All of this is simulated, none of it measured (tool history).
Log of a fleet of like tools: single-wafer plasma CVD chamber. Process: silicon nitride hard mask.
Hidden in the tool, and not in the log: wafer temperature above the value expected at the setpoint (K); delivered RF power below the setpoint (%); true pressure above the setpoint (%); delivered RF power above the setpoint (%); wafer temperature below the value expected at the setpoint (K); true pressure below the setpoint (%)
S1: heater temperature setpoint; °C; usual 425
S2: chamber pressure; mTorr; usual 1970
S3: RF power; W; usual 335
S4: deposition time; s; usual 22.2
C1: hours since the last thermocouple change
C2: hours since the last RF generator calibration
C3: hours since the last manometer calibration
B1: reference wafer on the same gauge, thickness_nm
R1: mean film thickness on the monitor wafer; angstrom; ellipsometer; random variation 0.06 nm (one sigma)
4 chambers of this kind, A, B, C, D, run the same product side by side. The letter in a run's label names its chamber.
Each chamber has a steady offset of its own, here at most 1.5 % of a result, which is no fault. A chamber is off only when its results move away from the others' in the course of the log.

Run 1A, hour 5.1: usual settings; C1 515.4; C2 787.3; C3 383.1; B1 29.295. Result: R1 287.45 angstrom.
Run 2C, hour 7.5: usual settings; C1 354.5; C2 1208.9; C3 1495.4; B1 29.297. Result: R1 285.1 angstrom.
Run 3B, hour 10.3: usual settings; C1 376.4; C2 1059.3; C3 610.2; B1 29.292. Result: R1 290.05 angstrom.
Run 4D, hour 13.8: usual settings; C1 526; C2 1508.1; C3 191; B1 29.299. Result: R1 287.63 angstrom.
Run 5C, hour 17.6: usual settings but S4 18.8 s; C1 364.6; C2 1219; C3 1505.5; B1 29.3. Result: R1 240.7 angstrom.
Run 6D, hour 21.9: usual settings but S4 18.8 s; C1 534.1; C2 1516.2; C3 199.1; B1 29.307. Result: R1 243.07 angstrom.
Run 7A, hour 26.9: usual settings but S4 18.8 s; C1 537.2; C2 809.1; C3 404.9; B1 29.301. Result: R1 243.71 angstrom.
Run 8B, hour 30.8: usual settings but S4 18.8 s; C1 396.9; C2 1079.8; C3 630.7; B1 29.292. Result: R1 247.57 angstrom.
Run 9B, hour 33.6: usual settings; C1 399.7; C2 1082.6; C3 633.5; B1 29.312. Result: R1 290.78 angstrom.
Run 10A, hour 36.9: usual settings; C1 547.2; C2 819.1; C3 414.9; B1 29.296. Result: R1 287.76 angstrom.
Run 11D, hour 39.5: usual settings; C1 551.7; C2 1533.8; C3 216.7; B1 29.308. Result: R1 288.24 angstrom.
Run 12C, hour 43.4: usual settings; C1 390.4; C2 1244.8; C3 1531.3; B1 29.278. Result: R1 286.11 angstrom.
Run 13A, hour 48: usual settings; C1 558.3; C2 830.2; C3 426; B1 29.306. Result: R1 288.54 angstrom.
Run 14C, hour 52.2: usual settings; C1 399.2; C2 1253.6; C3 1540.1; B1 29.311. Result: R1 286.02 angstrom.
Run 15B, hour 55.1: usual settings; C1 421.2; C2 1104.1; C3 655; B1 29.284. Result: R1 292.43 angstrom.
Run 16D, hour 58: usual settings; C1 570.2; C2 1552.3; C3 235.2; B1 29.299. Result: R1 288.01 angstrom.
Run 17D, hour 63.4: usual settings; C1 575.6; C2 1557.7; C3 240.6; B1 29.298. Result: R1 288.22 angstrom.
Run 18C, hour 66.1: usual settings; C1 413.1; C2 1267.5; C3 1554; B1 29.301. Result: R1 285.22 angstrom.
Run 19A, hour 69.2: usual settings; C1 579.5; C2 851.4; C3 447.2; B1 29.3. Result: R1 287.1 angstrom.
Run 20B, hour 73.3: usual settings; C1 439.4; C2 1122.3; C3 673.2; B1 29.292. Result: R1 291.74 angstrom.
Run 21C, hour 75.7: usual settings; C1 422.7; C2 1277.1; C3 1563.6; B1 29.303. Result: R1 285.12 angstrom.
Run 22A, hour 79.3: usual settings; C1 589.6; C2 861.5; C3 457.3; B1 29.294. Result: R1 288.13 angstrom.
Run 23D, hour 82.7: usual settings; C1 594.9; C2 1577; C3 259.9; B1 29.294. Result: R1 288.83 angstrom.
Run 24B, hour 85.7: usual settings; C1 451.8; C2 1134.7; C3 685.6; B1 29.299. Result: R1 290.21 angstrom.

Next, every chamber runs the same settings. What will each give?
Run 25A, hour 89.6: usual settings but S2 2340 mTorr. Result: R1 ?.
Run 25B, hour 89.6: usual settings but S2 2340 mTorr. Result: R1 ?.
Run 25C, hour 89.6: usual settings but S2 2340 mTorr. Result: R1 ?.
Run 25D, hour 89.6: usual settings but S2 2340 mTorr. Result: R1 ?.

run      R1
25A  301.59
25B  304.21
25C  298.24
25D  300.87
